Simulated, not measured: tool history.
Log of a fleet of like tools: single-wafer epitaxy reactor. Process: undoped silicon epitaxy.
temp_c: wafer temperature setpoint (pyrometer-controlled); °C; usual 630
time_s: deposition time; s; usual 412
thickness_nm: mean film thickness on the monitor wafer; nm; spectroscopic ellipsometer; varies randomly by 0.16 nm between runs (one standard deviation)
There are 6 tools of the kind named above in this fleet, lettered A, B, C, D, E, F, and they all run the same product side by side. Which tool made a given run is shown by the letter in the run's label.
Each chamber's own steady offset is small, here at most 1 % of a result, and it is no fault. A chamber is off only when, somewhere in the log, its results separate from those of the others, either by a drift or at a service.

run,hour,temp_c,time_s,hours since the last pyrometer calibration,"read-back reference wafer on the same gauge, thickness_nm",thickness_nm
1F,8.5,630,412,536.9,50.308,44.307
2A,16.6,630,412,390.1,50.287,44.213
3C,23.3,630,412,1067.3,50.291,44.472
4E,29.2,630,412,923.1,50.33,44.25
5B,39.1,630,412,1512.8,50.309,44.224
6D,43.9,623,412,381.2,50.295,37.758
7D,54.6,623,412,391.9,50.283,37.839
8B,60.7,623,412,1534.4,50.28,37.703
9F,71.2,623,412,599.6,50.279,37.71
10A,80.6,623,412,454.1,50.319,37.597
11E,91,623,412,984.9,50.299,37.222
12C,97.3,630,412,1141.3,50.324,44.376
13F,107.1,630,412,635.5,50.29,44.521
14E,114.9,630,412,1008.8,50.282,44.069
15C,119.9,630,412,1163.9,50.299,44.59
16D,128.9,630,346,466.2,50.295,37.13
17A,137.2,630,346,510.7,50.3,37.28
18B,147.4,630,346,1621.1,50.338,36.783
19D,156.1,630,346,493.4,50.308,37.071
# hour 160.9: chamber C: pyrometer calibrated
20F,164,630,346,692.4,50.282,37.512
21E,171.5,630,346,1065.4,50.315,37.173
22C,180.8,630,412,19.9,50.326,44.59
23A,191,630,412,564.5,50.335,44.407
24B,201.2,630,412,1674.9,50.279,44.25
25D,206,630,412,543.3,50.309,44.399
26F,216.1,639,366,744.5,50.274,48.344
27C,222.7,639,366,61.8,50.269,48.823
28A,229,639,366,602.5,50.282,48.627
29B,239.5,639,366,1713.2,50.298,48.023
30E,247.9,639,366,1141.8,50.287,48.14
31E,254.7,639,366,1148.6,50.28,48.022
32B,260.3,630,412,1734,50.345,44.026
33D,267.9,644,412,605.2,50.326,60.502
34C,273.4,644,412,112.5,50.31,61.172
35A,281.9,644,412,655.4,50.281,60.812
36F,287.8,644,412,816.2,50.258,60.954
37E,297.9,644,412,1191.8,50.272,60.7
38B,307.1,644,412,1780.8,50.365,60.308
39D,312.4,630,412,649.7,50.293,44.285

Each of the 6 chambers runs these same settings next. Fill in every chamber's results:
40A,320.2,630,412,,,?
40B,320.2,630,412,,,?
40C,320.2,630,412,,,?
40D,320.2,630,412,,,?
40E,320.2,630,412,,,?
40F,320.2,630,412,,,?

run,thickness_nm
40A,44.441
40B,44.022
40C,44.258
40D,44.379
40E,44.232
40F,44.531
